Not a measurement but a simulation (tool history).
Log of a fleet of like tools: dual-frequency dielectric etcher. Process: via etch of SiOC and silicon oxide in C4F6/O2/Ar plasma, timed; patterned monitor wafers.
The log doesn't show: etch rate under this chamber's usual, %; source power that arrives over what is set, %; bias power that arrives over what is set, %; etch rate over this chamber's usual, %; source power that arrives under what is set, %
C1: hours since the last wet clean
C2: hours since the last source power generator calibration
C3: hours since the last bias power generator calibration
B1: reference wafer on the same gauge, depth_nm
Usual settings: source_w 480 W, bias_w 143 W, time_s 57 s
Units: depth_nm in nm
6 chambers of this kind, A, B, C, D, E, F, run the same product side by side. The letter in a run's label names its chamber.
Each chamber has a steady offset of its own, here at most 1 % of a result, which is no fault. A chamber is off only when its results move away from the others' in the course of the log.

run 1D hour=13.7 | source_w=480 bias_w=143 time_s=57 | C1=478.3 C2=770.6 C3=1259.2 | B1=75.447 | depth_nm=63.978
run 2E hour=27.7 | source_w=480 bias_w=143 time_s=57 | C1=237.4 C2=1562.5 C3=949.6 | B1=75.568 | depth_nm=65.4
run 3B hour=40.4 | source_w=480 bias_w=143 time_s=57 | C1=70.4 C2=1739.4 C3=122.2 | B1=75.492 | depth_nm=64.657
run 4F hour=52.1 | source_w=480 bias_w=143 time_s=57 | C1=334.7 C2=3062 C3=1588.5 | B1=75.519 | depth_nm=65.654
-- hour=57.2 chamber D: wet clean of the chamber
run 5A hour=60.4 | source_w=480 bias_w=143 time_s=57 | C1=337.8 C2=1047.3 C3=665.5 | B1=75.461 | depth_nm=64.709
run 6C hour=74.8 | source_w=480 bias_w=143 time_s=57 | C1=624 C2=477.6 C3=1380.4 | B1=75.456 | depth_nm=65.772
run 7E hour=81.6 | source_w=480 bias_w=143 time_s=57 | C1=291.3 C2=1616.4 C3=1003.5 | B1=75.45 | depth_nm=65.589
run 8C hour=92.5 | source_w=480 bias_w=143 time_s=57 | C1=641.7 C2=495.3 C3=1398.1 | B1=75.566 | depth_nm=65.348
run 9A hour=99.4 | source_w=480 bias_w=143 time_s=57 | C1=376.8 C2=1086.3 C3=704.5 | B1=75.474 | depth_nm=64.83
run 10F hour=110.7 | source_w=480 bias_w=143 time_s=57 | C1=393.3 C2=3120.6 C3=1647.1 | B1=75.602 | depth_nm=64.811
-- hour=115.5 chamber C: wet clean of the chamber
run 11D hour=121.7 | source_w=480 bias_w=143 time_s=57 | C1=64.5 C2=878.6 C3=1367.2 | B1=75.614 | depth_nm=63.666
run 12B hour=132.1 | source_w=480 bias_w=143 time_s=57 | C1=162.1 C2=1831.1 C3=213.9 | B1=75.495 | depth_nm=64.651
run 13A hour=141.2 | source_w=480 bias_w=143 time_s=57 | C1=418.6 C2=1128.1 C3=746.3 | B1=75.612 | depth_nm=64.095
run 14C hour=155.2 | source_w=480 bias_w=143 time_s=57 | C1=39.7 C2=558 C3=1460.8 | B1=75.396 | depth_nm=65.746
run 15B hour=162.2 | source_w=480 bias_w=143 time_s=73 | C1=192.2 C2=1861.2 C3=244 | B1=75.424 | depth_nm=82.773
run 16E hour=169.4 | source_w=480 bias_w=143 time_s=73 | C1=379.1 C2=1704.2 C3=1091.3 | B1=75.387 | depth_nm=82.605
run 17F hour=183.2 | source_w=480 bias_w=143 time_s=73 | C1=465.8 C2=3193.1 C3=1719.6 | B1=75.443 | depth_nm=83.381
run 18D hour=196.2 | source_w=480 bias_w=143 time_s=73 | C1=139 C2=953.1 C3=1441.7 | B1=75.611 | depth_nm=82.411
run 19D hour=203.3 | source_w=480 bias_w=143 time_s=73 | C1=146.1 C2=960.2 C3=1448.8 | B1=75.619 | depth_nm=83.167
run 20A hour=214.5 | source_w=480 bias_w=143 time_s=73 | C1=491.9 C2=1201.4 C3=819.6 | B1=75.503 | depth_nm=81.47
run 21B hour=224.7 | source_w=440 bias_w=143 time_s=57 | C1=254.7 C2=1923.7 C3=306.5 | B1=75.4 | depth_nm=62.985
run 22F hour=231.5 | source_w=440 bias_w=143 time_s=57 | C1=514.1 C2=3241.4 C3=1767.9 | B1=75.481 | depth_nm=62.989
-- hour=239.6 chamber E: source power generator calibrated
run 23E hour=239.9 | source_w=440 bias_w=143 time_s=57 | C1=449.6 C2=0.3 C3=1161.8 | B1=75.496 | depth_nm=62.774
run 24C hour=253.6 | source_w=440 bias_w=143 time_s=57 | C1=138.1 C2=656.4 C3=1559.2 | B1=75.432 | depth_nm=62.531
run 25B hour=266.3 | source_w=440 bias_w=143 time_s=57 | C1=296.3 C2=1965.3 C3=348.1 | B1=75.463 | depth_nm=62.787
run 26D hour=274.7 | source_w=440 bias_w=143 time_s=57 | C1=217.5 C2=1031.6 C3=1520.2 | B1=75.454 | depth_nm=61.642
-- hour=275.2 chamber E: wet clean of the chamber
run 27F hour=286.8 | source_w=480 bias_w=143 time_s=57 | C1=569.4 C2=3296.7 C3=1823.2 | B1=75.485 | depth_nm=64.714
run 28C hour=300.9 | source_w=480 bias_w=143 time_s=57 | C1=185.4 C2=703.7 C3=1606.5 | B1=75.473 | depth_nm=64.161
-- hour=307.5 chamber B: wet clean of the chamber
run 29E hour=310.4 | source_w=480 bias_w=143 time_s=57 | C1=35.2 C2=70.8 C3=1232.3 | B1=75.471 | depth_nm=65.04
run 30A hour=324.2 | source_w=480 bias_w=143 time_s=57 | C1=601.6 C2=1311.1 C3=929.3 | B1=75.509 | depth_nm=63.037
run 31E hour=331.4 | source_w=480 bias_w=143 time_s=57 | C1=56.2 C2=91.8 C3=1253.3 | B1=75.597 | depth_nm=64.668
-- hour=341.9 chamber F: wet clean of the chamber
run 32B hour=344.7 | source_w=480 bias_w=143 time_s=57 | C1=37.3 C2=2043.7 C3=426.5 | B1=75.624 | depth_nm=64.742
run 33C hour=358 | source_w=480 bias_w=143 time_s=57 | C1=242.5 C2=760.8 C3=1663.6 | B1=75.569 | depth_nm=65.531
run 34A hour=365.5 | source_w=480 bias_w=143 time_s=57 | C1=642.9 C2=1352.4 C3=970.6 | B1=75.461 | depth_nm=62.879
run 35D hour=371.9 | source_w=480 bias_w=143 time_s=57 | C1=314.7 C2=1128.8 C3=1617.4 | B1=75.662 | depth_nm=64.223
run 36F hour=383 | source_w=480 bias_w=143 time_s=57 | C1=41.2 C2=3392.9 C3=1919.4 | B1=75.549 | depth_nm=65.421
run 37B hour=390.1 | source_w=480 bias_w=143 time_s=57 | C1=82.7 C2=2089.1 C3=471.9 | B1=75.463 | depth_nm=64.592
run 38A hour=402.6 | source_w=480 bias_w=143 time_s=57 | C1=680 C2=1389.5 C3=1007.7 | B1=75.644 | depth_nm=61.66
run 39D hour=409.7 | source_w=480 bias_w=143 time_s=57 | C1=352.5 C2=1166.6 C3=1655.2 | B1=75.352 | depth_nm=64.235
run 40E hour=419.8 | source_w=480 bias_w=143 time_s=57 | C1=144.6 C2=180.2 C3=1341.7 | B1=75.521 | depth_nm=65.019
run 41F hour=431.2 | source_w=480 bias_w=143 time_s=57 | C1=89.4 C2=3441.1 C3=1967.6 | B1=75.492 | depth_nm=64.567
run 42C hour=444.5 | source_w=480 bias_w=143 time_s=57 | C1=329 C2=847.3 C3=1750.1 | B1=75.522 | depth_nm=64.499

Is one chamber off against the others, does the gauge drift, or is nothing wrong? If a chamber is off, say which, and what the likeliest cause is.

Chamber A drifts away from the others.
Cause: etch rate under this chamber's usual, % = 5.11.

Here are 4 candidates for chamber A's next run, each the usual settings with a change, their results left as question marks. Which one brings its results back in line with what the others give on the usual settings?
In line means no further than this from the other chambers' mean on the usual settings: depth_nm 1.4 nm
run 43A-1 hour=455.2 | source_w=520 bias_w=151 time_s=57 | depth_nm=?
run 43A-2 hour=455.2 | source_w=550 bias_w=158 time_s=57 | depth_nm=?
run 43A-3 hour=455.2 | source_w=470 bias_w=141 time_s=53 | depth_nm=?
run 43A-4 hour=455.2 | source_w=440 bias_w=135 time_s=57 | depth_nm=?

The other chambers' mean on the usual settings: depth_nm 64.658 nm
run=43A-1 depth_nm=64.53
run=43A-2 depth_nm=66.876
run=43A-3 depth_nm=56.496
run=43A-4 depth_nm=58.445
43A-1 brings the chamber back in line.
